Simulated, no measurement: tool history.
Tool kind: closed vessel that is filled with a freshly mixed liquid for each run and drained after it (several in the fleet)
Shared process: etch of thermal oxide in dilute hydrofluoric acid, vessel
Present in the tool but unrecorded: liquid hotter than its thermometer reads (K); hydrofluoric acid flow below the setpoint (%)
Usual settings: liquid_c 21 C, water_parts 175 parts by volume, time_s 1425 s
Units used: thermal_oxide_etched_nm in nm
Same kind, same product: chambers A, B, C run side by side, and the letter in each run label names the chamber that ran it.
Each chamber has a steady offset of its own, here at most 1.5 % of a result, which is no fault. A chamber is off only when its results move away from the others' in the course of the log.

run  hour  liquid_c  water_parts  time_s  hours since the thermometer was replaced  hours since the hydrofluoric acid flow meter was replaced  read-back film thickness of the thermal oxide reference wafer, read on the same gauge (nm)  thermal_oxide_etched_nm
 1B   2.8        21          175    1425                                    1234.9                                                     1080.7                                                                                      110.02                   33.285
 2C   7.1        21          175    1425                                     818.9                                                     2317.8                                                                                      110.02                   33.229
 3A    10        21          175    1425                                    1628.1                                                      827.7                                                                                      110.01                   33.445
 4B    15        21          175    1425                                    1247.1                                                     1092.9                                                                                      110.02                   33.226
 5A  17.7      17.5          135    1425                                    1635.8                                                      835.4                                                                                         110                     39.3
 6C    21      17.5          135    1425                                     832.8                                                     2331.7                                                                                      110.02                   39.045
 7A  25.6      17.5          135    1425                                    1643.7                                                      843.3                                                                                         110                   38.864
 8B  29.6        21          175    1425                                    1261.7                                                     1107.5                                                                                      110.01                   33.464
 9C  32.9        21          175    1425                                     844.7                                                     2343.6                                                                                      109.99                    32.89
10A  36.4        21          175    1425                                    1654.5                                                      854.1                                                                                         110                   32.823
11C  41.4        21          175    1425                                     853.2                                                     2352.1                                                                                      109.99                   33.093
     43.5  -- chamber C: hydrofluoric acid flow meter replaced
12B  44.6        21          175    1425                                    1276.7                                                     1122.5                                                                                      110.01                   33.738
13A  49.9        21          175    1425                                      1668                                                      867.6                                                                                      109.96                   32.539
14B  54.9        21          175    1425                                      1287                                                     1132.8                                                                                      110.01                   33.667
15C  58.8        21          175    1425                                     870.6                                                       15.3                                                                                         110                   33.044
16C  63.5        21          235    1795                                     875.3                                                         20                                                                                      109.99                    29.37
17A  68.8        21          235    1795                                    1686.9                                                      886.5                                                                                      110.01                    27.96
18B  73.4        21          235    1795                                    1305.5                                                     1151.3                                                                                      110.01                    29.51
19A  78.6        21          175    1425                                    1696.7                                                      896.3                                                                                      110.01                   30.438
20B  82.4        18          175    2060                                    1314.5                                                     1160.3                                                                                      109.99                    42.79
21C  85.3        18          175    2060                                     897.1                                                       41.8                                                                                         110                   43.125

Predict what each chamber gives when all 3 of them run the settings below next.
22A  89.4        21          175    1425                                                                                                                                                                                                                         ?
22B  89.4        21          175    1425                                                                                                                                                                                                                         ?
22C  89.4        21          175    1425                                                                                                                                                                                                                         ?

run  thermal_oxide_etched_nm
22A                   30.616
22B                   33.177
22C                   33.225

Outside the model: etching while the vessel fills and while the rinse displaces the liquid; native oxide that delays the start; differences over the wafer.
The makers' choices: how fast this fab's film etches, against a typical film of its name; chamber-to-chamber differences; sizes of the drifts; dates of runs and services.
